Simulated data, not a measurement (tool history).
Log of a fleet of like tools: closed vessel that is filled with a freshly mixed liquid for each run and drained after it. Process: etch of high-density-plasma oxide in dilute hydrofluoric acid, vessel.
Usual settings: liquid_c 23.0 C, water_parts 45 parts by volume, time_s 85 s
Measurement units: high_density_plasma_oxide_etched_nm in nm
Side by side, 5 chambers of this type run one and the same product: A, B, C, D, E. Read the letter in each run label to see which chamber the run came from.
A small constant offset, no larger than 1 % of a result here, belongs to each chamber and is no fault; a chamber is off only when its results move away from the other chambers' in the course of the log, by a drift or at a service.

| run | hour | liquid_c | water_parts | time_s | hours since the thermometer was replaced | hours since the hydrofluoric acid flow meter was replaced | read-back film thickness of the high-density-plasma oxide reference wafer, read on the same gauge (nm) | high_density_plasma_oxide_etched_nm |
|---|---|---|---|---|---|---|---|---|
| 1E | 6.0 | 23.0 | 45 | 85 | 185.6 | 285.2 | 30.036 | 9.9085 |
| 2B | 9.9 | 23.0 | 45 | 85 | 2005.6 | 368.1 | 30.008 | 9.9155 |
| 3D | 16.4 | 23.0 | 45 | 85 | 1794.7 | 703.9 | 29.999 | 9.9743 |
| 4C | 20.2 | 23.0 | 45 | 85 | 2455.5 | 586.6 | 30.027 | 9.9845 |
| 5A | 26.8 | 20.5 | 60 | 85 | 742.5 | 311.4 | 29.991 | 6.6778 |
| 6B | 30.8 | 20.5 | 60 | 85 | 2026.5 | 389.0 | 30.024 | 6.5648 |
| 7E | 37.7 | 20.5 | 60 | 85 | 217.3 | 316.9 | 30.019 | 6.6876 |
| 8A | 41.0 | 20.5 | 60 | 85 | 756.7 | 325.6 | 29.948 | 6.6738 |
| 9D | 45.5 | 20.5 | 60 | 85 | 1823.8 | 733.0 | 29.968 | 6.6412 |
| 10C | 50.1 | 23.0 | 45 | 85 | 2485.4 | 616.5 | 29.975 | 10.0900 |
| 11C | 55.2 | 23.0 | 45 | 85 | 2490.5 | 621.6 | 29.995 | 10.0570 |
| 12D | 60.5 | 23.0 | 45 | 85 | 1838.8 | 748.0 | 29.989 | 10.1000 |
| 13A | 64.1 | 23.0 | 45 | 85 | 779.8 | 348.7 | 30.045 | 10.0680 |
| 14E | 67.4 | 23.0 | 45 | 85 | 247.0 | 346.6 | 30.024 | 9.9057 |
| 15B | 70.5 | 23.0 | 45 | 85 | 2066.2 | 428.7 | 29.988 | 10.0220 |
| 16A | 74.5 | 20.5 | 30 | 85 | 790.2 | 359.1 | 29.994 | 13.9520 |
| 17E | 79.2 | 20.5 | 30 | 85 | 258.8 | 358.4 | 29.998 | 13.5830 |
| 18B | 83.9 | 20.5 | 30 | 85 | 2079.6 | 442.1 | 29.972 | 13.7400 |
| 19C | 87.9 | 20.5 | 30 | 85 | 2523.2 | 654.3 | 30.010 | 14.0510 |
| 20D | 93.1 | 20.5 | 30 | 85 | 1871.4 | 780.6 | 29.993 | 13.9300 |
| 21E | 98.8 | 23.0 | 45 | 85 | 278.4 | 378.0 | 29.999 | 9.8994 |
| 22B | 104.7 | 23.0 | 45 | 85 | 2100.4 | 462.9 | 29.971 | 10.0810 |
|  | 106.7 | chamber E: hydrofluoric acid flow meter replaced |
| 23D | 108.5 | 23.0 | 45 | 130 | 1886.8 | 796.0 | 30.027 | 15.3620 |
| 24A | 111.6 | 23.0 | 45 | 130 | 827.3 | 396.2 | 30.002 | 15.4030 |
| 25C | 118.0 | 23.0 | 45 | 130 | 2553.3 | 684.4 | 29.971 | 15.6710 |
| 26E | 122.5 | 23.0 | 45 | 130 | 302.1 | 15.9 | 29.984 | 15.1260 |
| 27C | 128.0 | 23.0 | 45 | 130 | 2563.3 | 694.4 | 29.977 | 15.5220 |
| 28A | 134.5 | 21.5 | 45 | 135 | 850.2 | 419.1 | 29.976 | 15.1640 |
| 29D | 139.8 | 21.5 | 45 | 135 | 1918.1 | 827.3 | 29.994 | 15.0250 |
| 30B | 145.1 | 21.5 | 45 | 135 | 2140.8 | 503.3 | 30.018 | 15.0430 |
| 31E | 149.9 | 21.5 | 45 | 135 | 329.5 | 43.3 | 29.998 | 14.7160 |
| 32D | 154.6 | 21.5 | 45 | 135 | 1932.9 | 842.1 | 30.032 | 14.9880 |
| 33B | 160.9 | 23.0 | 45 | 85 | 2156.6 | 519.1 | 30.004 | 9.8816 |

All 5 chambers run these settings next. Forecast each chamber's results:
| 34A | 166.0 | 23.0 | 45 | 35 |  |  |  | ? |
| 34B | 166.0 | 23.0 | 45 | 35 |  |  |  | ? |
| 34C | 166.0 | 23.0 | 45 | 35 |  |  |  | ? |
| 34D | 166.0 | 23.0 | 45 | 35 |  |  |  | ? |
| 34E | 166.0 | 23.0 | 45 | 35 |  |  |  | ? |

| run | high_density_plasma_oxide_etched_nm |
|---|---|
| 34A | 4.1185 |
| 34B | 4.1103 |
| 34C | 4.2871 |
| 34D | 4.1740 |
| 34E | 4.1192 |
